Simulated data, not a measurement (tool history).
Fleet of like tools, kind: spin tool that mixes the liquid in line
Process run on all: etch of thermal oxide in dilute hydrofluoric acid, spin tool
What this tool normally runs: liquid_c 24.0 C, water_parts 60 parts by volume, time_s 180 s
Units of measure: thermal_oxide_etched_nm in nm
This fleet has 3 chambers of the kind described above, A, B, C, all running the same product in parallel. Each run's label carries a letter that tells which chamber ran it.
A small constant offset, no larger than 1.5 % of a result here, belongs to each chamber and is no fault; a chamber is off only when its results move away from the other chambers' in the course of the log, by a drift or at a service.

run,day,liquid_c,water_parts,time_s,"read-back film thickness of the thermal oxide reference wafer, read on the same gauge (nm)",thermal_oxide_etched_nm
1A,0.229,24.0,60,180,29.983,15.0410
2C,0.446,24.0,60,180,30.002,15.1340
3B,0.775,24.0,60,180,29.989,15.2090
4B,1.008,24.0,60,180,30.003,15.1320
5C,1.346,24.0,60,180,30.007,15.3280
6A,1.567,24.0,60,180,29.984,15.1090
# day 1.662: chamber C: thermometer replaced
7B,1.846,24.0,60,180,30.005,15.3350
8C,2.154,24.0,60,180,29.983,15.5500
9A,2.508,19.5,60,255,30.000,17.6620
10C,2.700,19.5,60,255,29.979,17.9010
# day 2.754: chamber B: thermometer replaced
11B,2.883,19.5,60,255,29.999,17.7060
12A,3.188,24.0,60,180,29.997,15.1140
13B,3.512,24.0,60,180,29.993,15.1930
14C,3.783,24.0,85,230,30.015,13.2420
15A,4.021,24.0,85,230,30.002,13.2160
# day 4.133: chamber B: hydrofluoric acid flow meter replaced
16B,4.258,24.0,85,230,30.011,13.2910
17A,4.567,24.0,60,180,30.015,15.2960
18C,4.717,24.0,60,180,29.983,15.2960
19B,5.017,24.0,60,180,29.992,15.1170
20C,5.342,24.0,60,70,29.977,5.9346
21A,5.629,24.0,60,70,29.992,6.1361
22B,5.979,24.0,60,70,29.983,5.8713
23A,6.179,24.0,60,180,29.992,15.6660
24C,6.400,24.0,60,180,29.982,15.0420
25A,6.712,24.0,60,180,30.000,15.9580
26C,6.879,24.0,80,180,29.989,11.1110
27B,7.067,24.0,80,180,29.989,11.0350
28A,7.312,24.0,80,180,29.994,11.4700
29B,7.525,24.0,60,180,29.987,15.3150
30C,7.758,24.0,60,180,30.004,15.3330
31A,7.996,24.0,60,180,30.002,15.7860
# day 8.233: chamber A: hydrofluoric acid flow meter replaced
32C,8.296,24.0,60,180,30.000,15.4750
33B,8.529,24.0,60,270,30.023,22.4030
34A,8.833,24.0,60,270,29.985,24.6250
35C,9.108,24.0,60,270,30.001,22.9100

Read the log: is a single chamber off, either drifting away or since a service, is the gauge that measures every chamber drifting, or is nothing wrong beyond small per-chamber offsets? Name any odd chamber and what most likely caused it.

It is chamber A that slowly wanders off from its peers.
Likeliest cause: liquid hotter than its thermometer reads (K) = 2.07.

Below are 4 candidate recipes for chamber A's next run, each the usual settings with a change, their results shown as question marks. Which of them brings A's results back in line with what the other chambers give on the usual settings?
In line means no further than this from the other chambers' mean on the usual settings: thermal_oxide_etched_nm 0.4500 nm
36A-1,9.362,24.0,60,175,,?
36A-2,9.362,24.0,60,195,,?
36A-3,9.362,22.0,60,180,,?
36A-4,9.362,24.0,60,185,,?

Usual-settings mean across the other chambers: thermal_oxide_etched_nm 15.1980 nm
run,thermal_oxide_etched_nm
36A-1,15.9590
36A-2,17.7830
36A-3,15.1570
36A-4,16.8710
36A-3 puts the chamber back in line with the other chambers.
